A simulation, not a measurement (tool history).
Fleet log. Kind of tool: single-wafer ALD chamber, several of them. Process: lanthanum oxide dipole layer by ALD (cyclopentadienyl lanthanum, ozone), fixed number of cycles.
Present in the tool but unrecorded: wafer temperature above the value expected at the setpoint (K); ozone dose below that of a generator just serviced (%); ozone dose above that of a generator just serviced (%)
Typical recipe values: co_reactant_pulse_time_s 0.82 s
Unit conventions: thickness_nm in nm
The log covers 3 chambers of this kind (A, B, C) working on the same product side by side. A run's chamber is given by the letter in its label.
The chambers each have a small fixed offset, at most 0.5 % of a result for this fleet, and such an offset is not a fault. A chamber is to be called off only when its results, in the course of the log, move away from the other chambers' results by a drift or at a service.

run   hour  co_reactant_pulse_time_s  hours since the last thermocouple change  hours since the last ozone generator service  read-back reference wafer on the same gauge, thickness_nm  thickness_nm
 1B    3.5                      0.82                                    1837.3                                         178.2                                                      0.457       0.46761
 2C    7.2                      0.82                                      1335                                         265.5                                                    0.45727       0.46846
 3A   12.3                      0.82                                    1817.5                                          77.8                                                    0.45689       0.46416
 4A   17.1                      0.82                                    1822.3                                          82.6                                                    0.45681       0.46649
 5C   21.9                      0.82                                    1349.7                                         280.2                                                     0.4576       0.46783
 6B   26.3                      0.82                                    1860.1                                           201                                                    0.45686       0.46664
 7A   31.5                      0.82                                    1836.7                                            97                                                    0.45717       0.46754
 8B   36.2                      0.82                                      1870                                         210.9                                                    0.45738        0.4642
 9C   38.5                      0.82                                    1366.3                                         296.8                                                    0.45671       0.46889
10C   41.4                      0.82                                    1369.2                                         299.7                                                    0.45696       0.46459
11A   45.3                      0.82                                    1850.5                                         110.8                                                    0.45674       0.46289
12B   47.7                      0.82                                    1881.5                                         222.4                                                    0.45687       0.46368
13B   51.1                      0.82                                    1884.9                                         225.8                                                    0.45689       0.46174
14C     56                      0.82                                    1383.8                                         314.3                                                    0.45642       0.46676
15A   59.2                      0.82                                    1864.4                                         124.7                                                    0.45663       0.46658
16B   62.5                      0.82                                    1896.3                                         237.2                                                    0.45679       0.46193
17C   65.3                      0.82                                    1393.1                                         323.6                                                    0.45776       0.46858
18A   69.7                      0.82                                    1874.9                                         135.2                                                    0.45701       0.46659
19A   73.4                      0.82                                    1878.6                                         138.9                                                    0.45708       0.46365
20C   77.7                      0.82                                    1405.5                                           336                                                    0.45707       0.46788
      79.3  -- chamber C: thermocouple changed; heater temperature recalibrated
21B   82.2                      0.82                                      1916                                         256.9                                                     0.4565       0.45645
22A     85                      0.82                                    1890.2                                         150.5                                                    0.45708       0.46385
23B   87.7                      0.82                                    1921.5                                         262.4                                                    0.45729         0.457
24C   92.6                      0.82                                      13.4                                         350.9                                                    0.45693       0.46868
25C   97.8                      0.82                                      18.6                                         356.1                                                    0.45665       0.46819
26B  100.8                       1.1                                    1934.6                                         275.5                                                    0.45652       0.50279
27A    104                       1.1                                    1909.2                                         169.5                                                    0.45687       0.51555
28A  108.9                       1.1                                    1914.1                                         174.4                                                     0.4573       0.51258
29B  114.1                      0.82                                    1947.9                                         288.8                                                    0.45654       0.44978
30C  118.7                      0.82                                      39.5                                           377                                                    0.45636       0.46681
     122.6  -- chamber B: thermocouple changed; heater temperature recalibrated
31A  123.5                      0.82                                    1928.7                                           189                                                    0.45665       0.46967
32C  128.7                      0.82                                      49.5                                           387                                                    0.45693        0.4668
33B  133.2                      0.82                                      10.6                                         307.9                                                    0.45728        0.4448
34B  137.3                      0.82                                      14.7                                           312                                                    0.45706       0.44245
35A  139.6                      0.82                                    1944.8                                         205.1                                                    0.45686       0.46391
36C  142.5                      0.82                                      63.3                                         400.8                                                    0.45681       0.46719
37A  145.3                      0.82                                    1950.5                                         210.8                                                    0.45766        0.4642

Decide between three cases: one chamber stands off from its peers, the gauge reading all wafers drifts, or nothing is wrong past each chamber's small offset. Where a chamber is off, say which and what most likely put it there.

One chamber, B, drifts off from the rest bit by bit.
What lies behind it: ozone dose below that of a generator just serviced (%) = 12.1.

Here are 4 candidates for chamber B's next run, each the usual settings with a change, their results left as question marks. Which one brings its results back in line with what the others give on the usual settings?
Maximum distance from the other chambers' mean on the usual settings for a result to count as in line: thickness_nm 0.0073 nm
38B-1   149                      0.73                                                                                                                                                                ?
38B-2   149                      0.67                                                                                                                                                                ?
38B-3   149                      0.92                                                                                                                                                                ?
38B-4   149                      1.06                                                                                                                                                                ?

What the other chambers average on the usual settings: thickness_nm 0.46605 nm
  run  thickness_nm
38B-1       0.41792
38B-2       0.39994
38B-3       0.46376
38B-4       0.48895
38B-3 puts the chamber back in line with the other chambers.
